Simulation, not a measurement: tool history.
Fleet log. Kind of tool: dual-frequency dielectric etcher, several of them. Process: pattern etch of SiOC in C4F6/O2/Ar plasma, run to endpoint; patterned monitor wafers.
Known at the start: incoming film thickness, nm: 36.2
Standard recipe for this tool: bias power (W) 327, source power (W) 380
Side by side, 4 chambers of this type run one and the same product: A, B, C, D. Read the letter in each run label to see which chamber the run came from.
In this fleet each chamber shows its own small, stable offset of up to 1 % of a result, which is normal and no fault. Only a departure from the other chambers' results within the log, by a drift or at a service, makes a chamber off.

Run 1A, hour 6.8: usual settings. Result: endpoint time (s) 14.544.
Run 2B, hour 12.3: usual settings. Result: endpoint time (s) 14.447.
Run 3D, hour 16.8: usual settings. Result: endpoint time (s) 14.499.
Run 4C, hour 21.8: usual settings. Result: endpoint time (s) 14.379.
Run 5D, hour 30.7: usual settings. Result: endpoint time (s) 14.529.
Run 6C, hour 34.7: usual settings. Result: endpoint time (s) 14.441.
Run 7A, hour 39.6: usual settings. Result: endpoint time (s) 14.436.
Run 8B, hour 45.4: usual settings but bias power (W) 390, source power (W) 460. Result: endpoint time (s) 12.616.
Run 9C, hour 51.3: usual settings but bias power (W) 390, source power (W) 460. Result: endpoint time (s) 12.665.
Run 10B, hour 56.5: usual settings but bias power (W) 390, source power (W) 460. Result: endpoint time (s) 12.761.
Run 11A, hour 64: usual settings but bias power (W) 390, source power (W) 460. Result: endpoint time (s) 12.553.
Run 12D, hour 71.7: usual settings. Result: endpoint time (s) 14.436.
Run 13A, hour 75.9: usual settings. Result: endpoint time (s) 14.519.
Run 14D, hour 83.6: usual settings. Result: endpoint time (s) 14.46.
Run 15C, hour 90.8: usual settings. Result: endpoint time (s) 14.438.
Run 16B, hour 96.5: usual settings. Result: endpoint time (s) 14.551.
At hour 99.1: chamber D: wet clean of the chamber.
Run 17C, hour 102.1: usual settings. Result: endpoint time (s) 14.419.
Run 18B, hour 106.3: usual settings but bias power (W) 376, source power (W) 340. Result: endpoint time (s) 14.325.
Run 19D, hour 111.7: usual settings but bias power (W) 376, source power (W) 340. Result: endpoint time (s) 14.381.
At hour 112.8: chamber A: wet clean of the chamber.
Run 20A, hour 116.7: usual settings but bias power (W) 376, source power (W) 340. Result: endpoint time (s) 13.883.
Run 21A, hour 124.6: usual settings but bias power (W) 376, source power (W) 340. Result: endpoint time (s) 13.835.
Run 22D, hour 131.7: usual settings but bias power (W) 377, source power (W) 480. Result: endpoint time (s) 12.65.
Run 23C, hour 136.1: usual settings but bias power (W) 377, source power (W) 480. Result: endpoint time (s) 12.578.
Run 24B, hour 144.2: usual settings but bias power (W) 377, source power (W) 480. Result: endpoint time (s) 12.649.
Run 25B, hour 149.8: usual settings but bias power (W) 377, source power (W) 480. Result: endpoint time (s) 12.686.
Run 26C, hour 155.7: usual settings. Result: endpoint time (s) 14.424.
Run 27D, hour 164.6: usual settings. Result: endpoint time (s) 14.426.
Run 28A, hour 172.4: usual settings. Result: endpoint time (s) 13.978.
Run 29A, hour 177.5: usual settings. Result: endpoint time (s) 14.096.
Run 30C, hour 185.3: usual settings. Result: endpoint time (s) 14.391.
Run 31D, hour 192.9: usual settings. Result: endpoint time (s) 14.437.
Run 32B, hour 201.4: usual settings. Result: endpoint time (s) 14.612.
Run 33D, hour 207.2: usual settings. Result: endpoint time (s) 14.47.

Which is it: a chamber that has drifted or been left off by a service, a gauge drift common to all chambers, or only each chamber's usual small offset? If a chamber is off, name it and its likeliest cause.

After it was serviced, chamber A no longer matches the other chambers.
Likeliest cause: etch rate over this chamber's usual, % = 3.48.

Chamber A could run next with any of the 4 candidate recipes listed below; each alters the usual settings, and their results appear as question marks. Which one brings its results back in line with what the other chambers deliver on the usual settings?
In line here means within this much of the mean the other chambers give on the usual settings: endpoint time (s) 0.19
Run 34A-1, hour 213.6: usual settings but bias power (W) 356. Result: endpoint time (s) ?.
Run 34A-2, hour 213.6: usual settings but bias power (W) 324. Result: endpoint time (s) ?.
Run 34A-3, hour 213.6: usual settings but bias power (W) 314, source power (W) 360. Result: endpoint time (s) ?.
Run 34A-4, hour 213.6: usual settings but bias power (W) 330. Result: endpoint time (s) ?.

The other chambers' mean on the usual settings: endpoint time (s) 14.467
  run  endpoint time (s)
34A-1             13.619
34A-2             14.084
34A-3             14.538
34A-4             13.993
The right change is 34A-3: it brings the chamber back within the allowed miss of the others.

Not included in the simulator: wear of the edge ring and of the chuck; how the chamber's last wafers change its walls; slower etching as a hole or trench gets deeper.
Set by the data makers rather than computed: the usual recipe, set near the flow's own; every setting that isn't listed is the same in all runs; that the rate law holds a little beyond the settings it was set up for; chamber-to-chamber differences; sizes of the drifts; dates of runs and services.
